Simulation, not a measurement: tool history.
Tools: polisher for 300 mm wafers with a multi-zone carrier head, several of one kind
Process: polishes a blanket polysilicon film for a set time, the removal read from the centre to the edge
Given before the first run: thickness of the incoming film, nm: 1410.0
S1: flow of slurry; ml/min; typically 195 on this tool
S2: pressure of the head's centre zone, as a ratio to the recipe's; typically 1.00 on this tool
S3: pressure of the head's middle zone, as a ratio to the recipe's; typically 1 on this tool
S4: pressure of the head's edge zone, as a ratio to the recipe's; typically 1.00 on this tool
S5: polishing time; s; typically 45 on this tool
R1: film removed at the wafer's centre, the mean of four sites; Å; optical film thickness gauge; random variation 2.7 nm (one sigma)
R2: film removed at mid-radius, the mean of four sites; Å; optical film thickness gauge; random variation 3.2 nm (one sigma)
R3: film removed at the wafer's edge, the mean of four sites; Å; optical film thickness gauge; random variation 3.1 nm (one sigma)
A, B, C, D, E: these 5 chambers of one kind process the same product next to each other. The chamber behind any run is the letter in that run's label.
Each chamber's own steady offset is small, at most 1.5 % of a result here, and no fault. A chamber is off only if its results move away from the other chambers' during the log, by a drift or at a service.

run	hour	S1	S2	S3	S4	S5	R1	R2	R3
# hour 4.8: chamber C: worn pad replaced by a new one
1B	11.5	195	1.00	1	1.00	45	2572.6	2540.8	2523.3
2C	16.8	195	1.00	1	1.00	45	2563.5	2529.4	2621.9
# hour 24.3: chamber C: edge zone pressure recalibrated
3D	28.3	195	1.00	1	1.00	45	2596.8	2569.0	2561.6
# hour 30.5: chamber D: worn pad replaced by a new one
4E	36.1	195	1.00	1	1.00	45	2522.2	2624.2	2535.0
# hour 38.9: chamber A: worn pad replaced by a new one
# hour 44.5: chamber E: worn pad replaced by a new one
5A	45.5	195	1.00	1	1.00	45	2543.1	2529.5	2563.0
6B	50.6	195	1.00	1	1.00	45	2573.5	2599.5	2581.6
7E	55.7	195	1.00	1	1.00	45	2518.2	2470.8	2500.3
# hour 63.9: chamber B: worn pad replaced by a new one
8A	66.8	195	1.00	1	1.00	45	2528.1	2490.5	2597.6
9C	74.0	195	1.00	1	1.00	45	2592.8	2532.0	2542.4
# hour 76.4: chamber C: worn pad replaced by a new one
10D	80.3	195	1.00	1	1.00	45	2579.7	2576.7	2521.3
11A	86.5	250	1.00	1	0.92	45	2690.5	2601.3	2503.7
# hour 91.4: chamber D: worn pad replaced by a new one
12D	92.6	250	1.00	1	0.92	45	2699.0	2621.3	2521.6
13C	103.5	250	1.00	1	0.92	45	2606.6	2701.3	2517.8
# hour 105.8: chamber E: centre zone pressure recalibrated
# hour 108.8: chamber E: worn pad replaced by a new one
14B	112.6	250	1.00	1	0.92	45	2723.0	2646.7	2522.9
# hour 115.4: chamber B: centre zone pressure recalibrated
15E	123.4	250	1.00	1	0.92	45	2653.6	2584.4	2525.6
16B	134.8	195	1.00	1	1.00	45	2565.0	2534.1	2562.8
17C	139.9	195	1.00	1	1.00	45	2625.7	2580.3	2541.4
# hour 144.1: chamber A: centre zone pressure recalibrated
# hour 147.3: chamber D: worn pad replaced by a new one
18A	149.4	140	1.00	1	1.00	45	2413.1	2356.4	2489.6
# hour 152.3: chamber A: worn pad replaced by a new one
# hour 154.1: chamber C: worn pad replaced by a new one
19E	159.2	140	1.00	1	1.00	45	2373.6	2394.1	2487.5
# hour 162.7: chamber B: worn pad replaced by a new one
20D	164.7	140	1.00	1	1.00	45	2420.2	2381.5	2431.9
# hour 165.4: chamber E: worn pad replaced by a new one
21A	172.3	140	1.00	1	1.00	45	2403.5	2400.9	2496.0
22B	182.5	140	1.00	1	1.00	45	2361.8	2434.5	2470.4
23E	188.6	195	1.00	1	1.00	45	2462.3	2534.2	2548.2
24D	194.5	195	1.00	1	1.00	45	2566.8	2518.0	2562.3
25C	204.2	195	1.00	1	1.00	36	2158.6	2080.0	2052.4
# hour 206.0: chamber A: slurry nozzle cleaned
# hour 206.5: chamber D: worn pad replaced by a new one
26B	214.1	195	1.00	1	1.00	36	2044.5	2015.5	2079.2
27A	220.9	195	1.00	1	1.00	36	2056.5	2051.0	2064.1
# hour 223.0: chamber E: worn pad replaced by a new one
# hour 224.2: chamber C: worn pad replaced by a new one
28D	226.2	195	1.00	1	1.00	36	2073.5	2030.0	2080.2
29E	236.9	195	1.00	1	1.00	36	2016.1	2019.3	2029.0
30C	242.7	195	1.00	1	1.00	45	2779.5	2607.0	2607.1
# hour 244.0: chamber A: worn pad replaced by a new one
31C	254.0	195	1.00	1	1.00	45	2783.8	2558.5	2582.5
# hour 259.3: chamber D: worn pad replaced by a new one
32D	265.2	195	1.00	1	1.00	45	2555.2	2574.4	2544.7
33B	270.7	195	1.00	1	1.00	45	2587.5	2594.4	2555.4
# hour 276.5: chamber E: worn pad replaced by a new one
34A	279.0	195	1.00	1	1.00	45	2569.5	2544.1	2532.2
35E	286.4	195	1.00	1	1.00	45	2518.7	2591.6	2623.5

Which is it: a chamber that has drifted or been left off by a service, a gauge drift common to all chambers, or only each chamber's usual small offset? If a chamber is off, name it and its likeliest cause.

It is chamber C that slowly wanders off from its peers.
Most likely cause: centre zone's pressure above its setpoint, % = 11.4.

Which of the 4 candidates below, each the usual settings with something changed and its results left as question marks, puts chamber C back in line with what the other chambers give on the usual settings?
Counts as in line when no further than this from what the other chambers average on the usual settings: R1 93.0 Å; R2 110.0 Å; R3 110.0 Å
36C-1	294.7	200	1.09	0.98	0.97	46	?	?	?
36C-2	294.7	185	0.86	1.03	1.05	44	?	?	?
36C-3	294.7	190	0.91	1.02	1.03	44	?	?	?
36C-4	294.7	205	1.16	0.96	0.95	46	?	?	?

Usual-settings mean across the other chambers: R1 2558.9 Å; R2 2555.5 Å; R3 2564.6 Å
run	R1	R2	R3
36C-1	3239.0	2594.4	2581.7
36C-2	2354.1	2570.8	2551.4
36C-3	2518.7	2557.6	2533.3
36C-4	3479.3	2553.8	2561.4
The right change is 36C-3: it brings the chamber back within the allowed miss of the others.

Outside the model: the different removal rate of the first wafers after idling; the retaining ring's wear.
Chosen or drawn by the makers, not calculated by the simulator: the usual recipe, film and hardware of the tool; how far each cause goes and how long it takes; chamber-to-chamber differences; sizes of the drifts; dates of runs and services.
